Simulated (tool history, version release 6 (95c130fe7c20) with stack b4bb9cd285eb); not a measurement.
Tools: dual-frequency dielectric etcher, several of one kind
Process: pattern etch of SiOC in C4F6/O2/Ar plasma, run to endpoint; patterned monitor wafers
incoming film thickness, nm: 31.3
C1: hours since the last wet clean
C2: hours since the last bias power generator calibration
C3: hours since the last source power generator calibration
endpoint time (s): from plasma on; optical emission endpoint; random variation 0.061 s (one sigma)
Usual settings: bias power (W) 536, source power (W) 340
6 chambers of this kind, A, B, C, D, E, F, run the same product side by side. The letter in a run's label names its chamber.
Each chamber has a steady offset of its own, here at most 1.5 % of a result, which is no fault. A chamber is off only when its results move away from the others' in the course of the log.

{"run": "1E", "hour": 3.1, "bias power (W)": 536, "source power (W)": 340, "C1": 491.1, "C2": 176.4, "C3": 1552.4, "endpoint time (s)": 10.773}
{"run": "2D", "hour": 6.7, "bias power (W)": 536, "source power (W)": 340, "C1": 190.9, "C2": 332.3, "C3": 1029.1, "endpoint time (s)": 10.897}
{"run": "3B", "hour": 11.1, "bias power (W)": 536, "source power (W)": 340, "C1": 148.3, "C2": 178.4, "C3": 158.1, "endpoint time (s)": 10.892}
{"run": "4F", "hour": 15.4, "bias power (W)": 536, "source power (W)": 340, "C1": 157.1, "C2": 1761.9, "C3": 3453.9, "endpoint time (s)": 10.884}
{"run": "5C", "hour": 19.1, "bias power (W)": 536, "source power (W)": 340, "C1": 416.6, "C2": 207.4, "C3": 204.5, "endpoint time (s)": 10.874}
{"run": "6A", "hour": 22.6, "bias power (W)": 536, "source power (W)": 410, "C1": 303.3, "C2": 1257.7, "C3": 666.1, "endpoint time (s)": 10.186}
{"run": "7A", "hour": 26.0, "bias power (W)": 536, "source power (W)": 410, "C1": 306.7, "C2": 1261.1, "C3": 669.5, "endpoint time (s)": 10.338}
{"run": "8B", "hour": 30.3, "bias power (W)": 536, "source power (W)": 410, "C1": 167.5, "C2": 197.6, "C3": 177.3, "endpoint time (s)": 10.22}
{"run": "9C", "hour": 33.7, "bias power (W)": 536, "source power (W)": 410, "C1": 431.2, "C2": 222, "C3": 219.1, "endpoint time (s)": 10.054}
{"run": "10F", "hour": 36.8, "bias power (W)": 536, "source power (W)": 410, "C1": 178.5, "C2": 1783.3, "C3": 3475.3, "endpoint time (s)": 10.159}
{"run": "11D", "hour": 41.1, "bias power (W)": 536, "source power (W)": 410, "C1": 225.3, "C2": 366.7, "C3": 1063.5, "endpoint time (s)": 10.279}
{"run": "12E", "hour": 43.2, "bias power (W)": 536, "source power (W)": 340, "C1": 531.2, "C2": 216.5, "C3": 1592.5, "endpoint time (s)": 10.836}
{"run": "13D", "hour": 47.5, "bias power (W)": 536, "source power (W)": 340, "C1": 231.7, "C2": 373.1, "C3": 1069.9, "endpoint time (s)": 10.969}
{"run": "14B", "hour": 51.4, "bias power (W)": 536, "source power (W)": 400, "C1": 188.6, "C2": 218.7, "C3": 198.4, "endpoint time (s)": 10.303}
{"run": "15A", "hour": 54.7, "bias power (W)": 536, "source power (W)": 400, "C1": 335.4, "C2": 1289.8, "C3": 698.2, "endpoint time (s)": 10.48}
{"run": "16E", "hour": 57.2, "bias power (W)": 536, "source power (W)": 400, "C1": 545.2, "C2": 230.5, "C3": 1606.5, "endpoint time (s)": 10.162}
{"run": "17F", "hour": 62.0, "bias power (W)": 536, "source power (W)": 400, "C1": 203.7, "C2": 1808.5, "C3": 3500.5, "endpoint time (s)": 10.332}
{"run": "18C", "hour": 65.6, "bias power (W)": 536, "source power (W)": 400, "C1": 463.1, "C2": 253.9, "C3": 251, "endpoint time (s)": 10.233}
{"run": "19F", "hour": 69.9, "bias power (W)": 536, "source power (W)": 400, "C1": 211.6, "C2": 1816.4, "C3": 3508.4, "endpoint time (s)": 10.272}
{"run": "20B", "hour": 72.1, "bias power (W)": 536, "source power (W)": 340, "C1": 209.3, "C2": 239.4, "C3": 219.1, "endpoint time (s)": 10.949}
{"run": "21A", "hour": 74.3, "bias power (W)": 536, "source power (W)": 300, "C1": 355, "C2": 1309.4, "C3": 717.8, "endpoint time (s)": 11.465}
{"run": "22C", "hour": 78.1, "bias power (W)": 536, "source power (W)": 300, "C1": 475.6, "C2": 266.4, "C3": 263.5, "endpoint time (s)": 11.311}
{"run": "23E", "hour": 82.1, "bias power (W)": 536, "source power (W)": 300, "C1": 570.1, "C2": 255.4, "C3": 1631.4, "endpoint time (s)": 11.209}
{"run": "24D", "hour": 86.3, "bias power (W)": 536, "source power (W)": 300, "C1": 270.5, "C2": 411.9, "C3": 1108.7, "endpoint time (s)": 11.492}
{"run": "25C", "hour": 89.4, "bias power (W)": 536, "source power (W)": 300, "C1": 486.9, "C2": 277.7, "C3": 274.8, "endpoint time (s)": 11.352}
{"run": "26A", "hour": 92.7, "bias power (W)": 536, "source power (W)": 300, "C1": 373.4, "C2": 1327.8, "C3": 736.2, "endpoint time (s)": 11.508}
{"run": "27D", "hour": 96.2, "bias power (W)": 536, "source power (W)": 340, "C1": 280.4, "C2": 421.8, "C3": 1118.6, "endpoint time (s)": 11.017}
{"run": "28B", "hour": 100.5, "bias power (W)": 536, "source power (W)": 340, "C1": 237.7, "C2": 267.8, "C3": 247.5, "endpoint time (s)": 11.024}
{"run": "29E", "hour": 104.7, "bias power (W)": 536, "source power (W)": 380, "C1": 592.7, "C2": 278, "C3": 1654, "endpoint time (s)": 10.25}
{"run": "30F", "hour": 108.5, "bias power (W)": 536, "source power (W)": 380, "C1": 250.2, "C2": 1855, "C3": 3547, "endpoint time (s)": 10.465}
{"run": "31E", "hour": 111.0, "bias power (W)": 536, "source power (W)": 380, "C1": 599, "C2": 284.3, "C3": 1660.3, "endpoint time (s)": 10.377}
{"hour": 114.2, "done": "chamber F: source power generator calibrated"}
{"run": "32A", "hour": 115.8, "bias power (W)": 536, "source power (W)": 380, "C1": 396.5, "C2": 1350.9, "C3": 759.3, "endpoint time (s)": 10.561}
{"run": "33D", "hour": 120.3, "bias power (W)": 536, "source power (W)": 380, "C1": 304.5, "C2": 445.9, "C3": 1142.7, "endpoint time (s)": 10.55}
{"run": "34B", "hour": 123.2, "bias power (W)": 536, "source power (W)": 380, "C1": 260.4, "C2": 290.5, "C3": 270.2, "endpoint time (s)": 10.522}
{"run": "35C", "hour": 126.3, "bias power (W)": 536, "source power (W)": 340, "C1": 523.8, "C2": 314.6, "C3": 311.7, "endpoint time (s)": 10.913}
{"run": "36F", "hour": 131.0, "bias power (W)": 536, "source power (W)": 340, "C1": 272.7, "C2": 1877.5, "C3": 16.9, "endpoint time (s)": 10.967}
{"run": "37A", "hour": 134.3, "bias power (W)": 536, "source power (W)": 340, "C1": 415, "C2": 1369.4, "C3": 777.8, "endpoint time (s)": 11.061}
{"run": "38D", "hour": 137.9, "bias power (W)": 536, "source power (W)": 340, "C1": 322.1, "C2": 463.5, "C3": 1160.3, "endpoint time (s)": 10.994}

Next, every chamber runs the same settings. What will each give?
{"run": "39A", "hour": 141.3, "bias power (W)": 536, "source power (W)": 400, "endpoint time (s)": "?"}
{"run": "39B", "hour": 141.3, "bias power (W)": 536, "source power (W)": 400, "endpoint time (s)": "?"}
{"run": "39C", "hour": 141.3, "bias power (W)": 536, "source power (W)": 400, "endpoint time (s)": "?"}
{"run": "39D", "hour": 141.3, "bias power (W)": 536, "source power (W)": 400, "endpoint time (s)": "?"}
{"run": "39E", "hour": 141.3, "bias power (W)": 536, "source power (W)": 400, "endpoint time (s)": "?"}
{"run": "39F", "hour": 141.3, "bias power (W)": 536, "source power (W)": 400, "endpoint time (s)": "?"}

run=39A endpoint_time_(s)=10.319
run=39B endpoint_time_(s)=10.326
run=39C endpoint_time_(s)=10.232
run=39D endpoint_time_(s)=10.371
run=39E endpoint_time_(s)=10.183
run=39F endpoint_time_(s)=10.414

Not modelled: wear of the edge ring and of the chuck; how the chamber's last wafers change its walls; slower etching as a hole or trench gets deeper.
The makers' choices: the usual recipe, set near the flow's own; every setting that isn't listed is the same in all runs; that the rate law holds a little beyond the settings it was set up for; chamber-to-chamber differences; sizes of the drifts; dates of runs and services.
